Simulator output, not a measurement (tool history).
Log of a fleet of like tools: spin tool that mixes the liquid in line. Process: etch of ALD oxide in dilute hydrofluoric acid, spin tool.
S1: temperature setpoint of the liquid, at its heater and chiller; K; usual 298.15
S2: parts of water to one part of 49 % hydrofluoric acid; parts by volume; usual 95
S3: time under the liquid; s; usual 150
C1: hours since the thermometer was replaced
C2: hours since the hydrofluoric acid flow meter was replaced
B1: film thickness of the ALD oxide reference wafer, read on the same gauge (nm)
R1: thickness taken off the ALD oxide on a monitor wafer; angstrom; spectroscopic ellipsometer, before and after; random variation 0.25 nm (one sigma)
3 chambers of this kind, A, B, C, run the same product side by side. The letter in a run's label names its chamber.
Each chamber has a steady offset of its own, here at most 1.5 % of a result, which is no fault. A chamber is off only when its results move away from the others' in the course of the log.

run,hour,S1,S2,S3,C1,C2,B1,R1
1C,8.6,298.15,95,150,1381.6,178.1,99.998,487.09
2A,16.5,298.15,95,150,1580.9,800.7,99.996,490.96
3B,29.5,298.15,95,150,459.3,238.3,99.984,497.58
4B,43.5,298.15,95,150,473.3,252.3,100.030,497.74
5C,50.5,298.15,75,150,1423.5,220.0,99.993,637.65
6A,63.5,298.15,75,150,1627.9,847.7,100.010,637.33
# hour 72.7: chamber B: thermometer replaced
7B,73.9,298.15,75,150,1.2,282.7,99.986,653.01
8A,87.8,298.15,95,150,1652.2,872.0,100.020,486.82
9C,95.5,298.15,95,150,1468.5,265.0,100.000,487.96
10A,102.9,299.65,95,200,1667.3,887.1,100.010,696.75
11B,111.8,299.65,95,200,39.1,320.6,99.986,703.99
12C,125.8,299.65,95,200,1498.8,295.3,99.993,691.85
13C,137.7,298.15,95,150,1510.7,307.2,100.000,489.16
14A,149.1,298.15,95,150,1713.5,933.3,99.998,486.02
15B,163.3,298.15,95,150,90.6,372.1,99.995,494.59
16B,175.0,298.15,95,150,102.3,383.8,100.010,495.07
17A,186.9,298.15,95,150,1751.3,971.1,99.995,489.82
18C,193.9,298.15,95,150,1566.9,363.4,100.000,492.94
19B,204.5,298.15,95,150,131.8,413.3,100.010,500.03
20A,214.8,298.15,95,150,1779.2,999.0,99.998,487.75
21C,221.9,298.15,95,150,1594.9,391.4,100.010,490.47
22A,230.0,298.15,95,150,1794.4,1014.2,99.982,490.21
23B,243.9,298.15,95,150,171.2,452.7,100.010,499.67
24C,258.1,298.15,95,150,1631.1,427.6,99.984,487.75
25B,265.2,298.15,95,150,192.5,474.0,100.020,499.04
26C,275.8,298.15,75,150,1648.8,445.3,100.000,638.25

What goes on in this fleet: one chamber off, a drifting gauge, or nothing beyond the chambers' own small offsets? Name the chamber and the cause, if any.

No chamber stands off beyond its own small offset, and the gauge holds steady.

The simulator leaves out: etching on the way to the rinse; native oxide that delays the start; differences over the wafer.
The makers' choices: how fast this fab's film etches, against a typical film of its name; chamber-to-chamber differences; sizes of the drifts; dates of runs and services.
